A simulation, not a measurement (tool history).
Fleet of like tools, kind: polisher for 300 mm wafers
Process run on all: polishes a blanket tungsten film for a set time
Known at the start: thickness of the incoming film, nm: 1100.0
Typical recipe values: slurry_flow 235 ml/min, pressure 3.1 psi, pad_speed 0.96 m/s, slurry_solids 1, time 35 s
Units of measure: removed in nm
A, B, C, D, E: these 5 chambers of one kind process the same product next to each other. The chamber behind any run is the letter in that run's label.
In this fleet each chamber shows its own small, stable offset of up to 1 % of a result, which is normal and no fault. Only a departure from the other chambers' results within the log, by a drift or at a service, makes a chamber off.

{"hour": 6.5, "done": "chamber B: worn pad replaced by a new one"}
{"hour": 7.5, "done": "chamber A: worn pad replaced by a new one"}
{"run": "1B", "hour": 7.9, "slurry_flow": 235, "pressure": 3.1, "pad_speed": 0.96, "slurry_solids": 1, "time": 35, "removed": 124.78}
{"hour": 16.1, "done": "chamber D: slurry tank refilled with fresh slurry and peroxide"}
{"hour": 20.1, "done": "chamber C: worn pad replaced by a new one"}
{"run": "2C", "hour": 20.1, "slurry_flow": 235, "pressure": 3.1, "pad_speed": 0.96, "slurry_solids": 1, "time": 35, "removed": 122.96}
{"hour": 23.5, "done": "chamber E: worn pad replaced by a new one"}
{"hour": 29.9, "done": "chamber B: slurry blender recalibrated"}
{"hour": 31.2, "done": "chamber E: slurry blender recalibrated"}
{"hour": 31.2, "done": "chamber C: slurry tank refilled with fresh slurry and peroxide"}
{"run": "3D", "hour": 32.0, "slurry_flow": 235, "pressure": 3.1, "pad_speed": 0.96, "slurry_solids": 1, "time": 35, "removed": 125.41}
{"hour": 32.7, "done": "chamber C: slurry blender recalibrated"}
{"run": "4A", "hour": 38.3, "slurry_flow": 235, "pressure": 3.1, "pad_speed": 0.96, "slurry_solids": 1, "time": 35, "removed": 123.59}
{"run": "5E", "hour": 44.3, "slurry_flow": 235, "pressure": 3.1, "pad_speed": 0.96, "slurry_solids": 1, "time": 35, "removed": 123.18}
{"hour": 45.5, "done": "chamber D: slurry nozzle cleaned"}
{"hour": 46.8, "done": "chamber D: worn pad replaced by a new one"}
{"hour": 48.4, "done": "chamber A: slurry tank refilled with fresh slurry and peroxide"}
{"run": "6B", "hour": 50.0, "slurry_flow": 235, "pressure": 3.1, "pad_speed": 0.96, "slurry_solids": 1, "time": 35, "removed": 122.82}
{"hour": 59.2, "done": "chamber B: slurry tank refilled with fresh slurry and peroxide"}
{"run": "7A", "hour": 60.1, "slurry_flow": 235, "pressure": 3.1, "pad_speed": 0.96, "slurry_solids": 1, "time": 35, "removed": 122.47}
{"hour": 65.3, "done": "chamber D: slurry blender recalibrated"}
{"run": "8C", "hour": 68.7, "slurry_flow": 235, "pressure": 3.1, "pad_speed": 0.96, "slurry_solids": 1, "time": 35, "removed": 126.95}
{"hour": 73.3, "done": "chamber E: slurry nozzle cleaned"}
{"hour": 74.2, "done": "chamber A: worn pad replaced by a new one"}
{"run": "9E", "hour": 79.9, "slurry_flow": 235, "pressure": 3.1, "pad_speed": 0.96, "slurry_solids": 1, "time": 35, "removed": 119.51}
{"hour": 86.7, "done": "chamber C: worn pad replaced by a new one"}
{"run": "10D", "hour": 88.2, "slurry_flow": 235, "pressure": 3.1, "pad_speed": 0.96, "slurry_solids": 1, "time": 35, "removed": 125.23}
{"hour": 91.4, "done": "chamber B: worn pad replaced by a new one"}
{"hour": 94.1, "done": "chamber E: worn pad replaced by a new one"}
{"run": "11E", "hour": 94.6, "slurry_flow": 235, "pressure": 3.1, "pad_speed": 0.96, "slurry_solids": 1, "time": 35, "removed": 123.12}
{"hour": 106.4, "done": "chamber B: slurry nozzle cleaned"}
{"run": "12D", "hour": 106.7, "slurry_flow": 235, "pressure": 3.1, "pad_speed": 0.96, "slurry_solids": 1, "time": 35, "removed": 124.29}
{"run": "13C", "hour": 116.1, "slurry_flow": 235, "pressure": 3.1, "pad_speed": 0.96, "slurry_solids": 1, "time": 35, "removed": 122.14}
{"run": "14B", "hour": 124.6, "slurry_flow": 235, "pressure": 3.1, "pad_speed": 1.12, "slurry_solids": 1, "time": 29, "removed": 123.48}
{"hour": 126.7, "done": "chamber C: slurry tank refilled with fresh slurry and peroxide"}
{"hour": 128.3, "done": "chamber B: slurry tank refilled with fresh slurry and peroxide"}
{"run": "15A", "hour": 134.4, "slurry_flow": 235, "pressure": 3.1, "pad_speed": 1.12, "slurry_solids": 1, "time": 29, "removed": 120.9}
{"hour": 142.0, "done": "chamber A: head pressure recalibrated"}
{"hour": 142.8, "done": "chamber A: slurry nozzle cleaned"}
{"hour": 145.0, "done": "chamber D: slurry tank refilled with fresh slurry and peroxide"}
{"run": "16E", "hour": 145.1, "slurry_flow": 235, "pressure": 3.1, "pad_speed": 1.12, "slurry_solids": 1, "time": 29, "removed": 115.46}
{"hour": 152.7, "done": "chamber A: slurry tank refilled with fresh slurry and peroxide"}
{"hour": 155.7, "done": "chamber C: worn pad replaced by a new one"}
{"run": "17D", "hour": 156.9, "slurry_flow": 235, "pressure": 3.1, "pad_speed": 1.12, "slurry_solids": 1, "time": 29, "removed": 120.15}
{"hour": 158.0, "done": "chamber A: worn pad replaced by a new one"}
{"hour": 168.3, "done": "chamber D: worn pad replaced by a new one"}
{"run": "18A", "hour": 168.6, "slurry_flow": 235, "pressure": 3.1, "pad_speed": 1.12, "slurry_solids": 1, "time": 29, "removed": 120.02}
{"hour": 173.4, "done": "chamber E: worn pad replaced by a new one"}
{"run": "19C", "hour": 179.7, "slurry_flow": 235, "pressure": 3.1, "pad_speed": 0.96, "slurry_solids": 1, "time": 35, "removed": 124.12}
{"hour": 181.4, "done": "chamber B: worn pad replaced by a new one"}
{"run": "20B", "hour": 188.2, "slurry_flow": 235, "pressure": 3.1, "pad_speed": 0.96, "slurry_solids": 1, "time": 35, "removed": 121.34}
{"run": "21D", "hour": 194.0, "slurry_flow": 235, "pressure": 3.1, "pad_speed": 0.96, "slurry_solids": 1, "time": 35, "removed": 123.76}
{"hour": 199.2, "done": "chamber B: slurry tank refilled with fresh slurry and peroxide"}
{"run": "22A", "hour": 205.0, "slurry_flow": 235, "pressure": 3.1, "pad_speed": 0.96, "slurry_solids": 1, "time": 35, "removed": 124.03}
{"run": "23C", "hour": 211.1, "slurry_flow": 235, "pressure": 3.1, "pad_speed": 0.96, "slurry_solids": 1, "time": 35, "removed": 125.78}
{"run": "24E", "hour": 217.1, "slurry_flow": 235, "pressure": 3.1, "pad_speed": 0.96, "slurry_solids": 1, "time": 35, "removed": 119.16}
{"hour": 217.7, "done": "chamber C: slurry tank refilled with fresh slurry and peroxide"}
{"hour": 222.1, "done": "chamber A: worn pad replaced by a new one"}
{"run": "25B", "hour": 225.7, "slurry_flow": 235, "pressure": 3.1, "pad_speed": 0.96, "slurry_solids": 1, "time": 35, "removed": 123.73}
{"hour": 230.3, "done": "chamber C: worn pad replaced by a new one"}
{"run": "26E", "hour": 233.2, "slurry_flow": 235, "pressure": 3.1, "pad_speed": 0.96, "slurry_solids": 1, "time": 47, "removed": 153.22}
{"run": "27B", "hour": 242.9, "slurry_flow": 235, "pressure": 3.1, "pad_speed": 0.96, "slurry_solids": 1, "time": 47, "removed": 165.55}
{"hour": 249.8, "done": "chamber D: slurry tank refilled with fresh slurry and peroxide"}
{"hour": 251.2, "done": "chamber E: worn pad replaced by a new one"}
{"run": "28C", "hour": 254.0, "slurry_flow": 235, "pressure": 3.1, "pad_speed": 0.96, "slurry_solids": 1, "time": 47, "removed": 168.31}
{"run": "29A", "hour": 263.8, "slurry_flow": 235, "pressure": 3.1, "pad_speed": 0.96, "slurry_solids": 1, "time": 47, "removed": 166.11}
{"hour": 269.3, "done": "chamber B: slurry tank refilled with fresh slurry and peroxide"}
{"run": "30D", "hour": 269.5, "slurry_flow": 235, "pressure": 3.1, "pad_speed": 0.96, "slurry_solids": 1, "time": 47, "removed": 169.18}
{"hour": 273.3, "done": "chamber A: slurry tank refilled with fresh slurry and peroxide"}
{"run": "31C", "hour": 280.8, "slurry_flow": 235, "pressure": 3.1, "pad_speed": 0.96, "slurry_solids": 1, "time": 35, "removed": 122.37}
{"hour": 287.6, "done": "chamber B: worn pad replaced by a new one"}
{"hour": 290.5, "done": "chamber D: worn pad replaced by a new one"}
{"hour": 291.3, "done": "chamber A: worn pad replaced by a new one"}
{"run": "32B", "hour": 292.1, "slurry_flow": 235, "pressure": 3.1, "pad_speed": 0.96, "slurry_solids": 1, "time": 35, "removed": 122.56}
{"hour": 293.9, "done": "chamber C: worn pad replaced by a new one"}
{"run": "33D", "hour": 299.0, "slurry_flow": 180, "pressure": 3.1, "pad_speed": 0.96, "slurry_solids": 1, "time": 35, "removed": 121.31}
{"hour": 303.0, "done": "chamber C: slurry tank refilled with fresh slurry and peroxide"}
{"run": "34E", "hour": 306.3, "slurry_flow": 180, "pressure": 3.1, "pad_speed": 0.96, "slurry_solids": 1, "time": 35, "removed": 107.96}
{"hour": 308.0, "done": "chamber E: slurry blender recalibrated"}
{"hour": 315.3, "done": "chamber D: head pressure recalibrated"}
{"hour": 315.8, "done": "chamber D: slurry blender recalibrated"}
{"hour": 316.4, "done": "chamber E: worn pad replaced by a new one"}
{"run": "35A", "hour": 317.6, "slurry_flow": 180, "pressure": 3.1, "pad_speed": 0.96, "slurry_solids": 1, "time": 35, "removed": 121.5}
{"run": "36B", "hour": 323.2, "slurry_flow": 180, "pressure": 3.1, "pad_speed": 0.96, "slurry_solids": 1, "time": 35, "removed": 119.03}
{"hour": 324.7, "done": "chamber D: slurry nozzle cleaned"}
{"hour": 329.4, "done": "chamber E: slurry nozzle cleaned"}
{"run": "37D", "hour": 333.7, "slurry_flow": 180, "pressure": 3.1, "pad_speed": 0.96, "slurry_solids": 1, "time": 35, "removed": 123.55}
{"run": "38E", "hour": 342.6, "slurry_flow": 235, "pressure": 3.1, "pad_speed": 0.96, "slurry_solids": 1, "time": 35, "removed": 110.01}
{"run": "39C", "hour": 351.8, "slurry_flow": 235, "pressure": 3.1, "pad_speed": 0.96, "slurry_solids": 1, "time": 35, "removed": 122.02}
{"hour": 359.9, "done": "chamber A: worn pad replaced by a new one"}
{"run": "40A", "hour": 361.7, "slurry_flow": 235, "pressure": 3.1, "pad_speed": 0.96, "slurry_solids": 1, "time": 35, "removed": 122.02}
{"run": "41C", "hour": 370.9, "slurry_flow": 235, "pressure": 3.1, "pad_speed": 0.96, "slurry_solids": 1, "time": 35, "removed": 125.81}

Read the log: is a single chamber off, either drifting away or since a service, is the gauge that measures every chamber drifting, or is nothing wrong beyond small per-chamber offsets? Name any odd chamber and what most likely caused it.

Chamber E drifts away from the others.
Cause: peroxide lost from the slurry, % = 28.5.
The log may not separate it from: head's pressure below its setpoint, %.

Chamber E could run next with any of the 4 candidate recipes listed below; each alters the usual settings, and their results appear as question marks. Which one brings its results back in line with what the other chambers deliver on the usual settings?
In line means no further than this from the other chambers' mean on the usual settings: removed 5.3 nm
{"run": "42E-1", "hour": 379.9, "slurry_flow": 235, "pressure": 2.9, "pad_speed": 0.96, "slurry_solids": 1, "time": 33, "removed": "?"}
{"run": "42E-2", "hour": 379.9, "slurry_flow": 235, "pressure": 3.2, "pad_speed": 1, "slurry_solids": 1, "time": 37, "removed": "?"}
{"run": "42E-3", "hour": 379.9, "slurry_flow": 235, "pressure": 3.1, "pad_speed": 1.02, "slurry_solids": 1, "time": 35, "removed": "?"}
{"run": "42E-4", "hour": 379.9, "slurry_flow": 235, "pressure": 2.9, "pad_speed": 0.96, "slurry_solids": 1, "time": 35, "removed": "?"}

Average result of the remaining chambers running the usual settings: removed 124.45 nm
run=42E-1 removed=95.549
run=42E-2 removed=123.15
run=42E-3 removed=115.06
run=42E-4 removed=101.34
42E-2 is the one that brings the chamber's results back in line with the other chambers.

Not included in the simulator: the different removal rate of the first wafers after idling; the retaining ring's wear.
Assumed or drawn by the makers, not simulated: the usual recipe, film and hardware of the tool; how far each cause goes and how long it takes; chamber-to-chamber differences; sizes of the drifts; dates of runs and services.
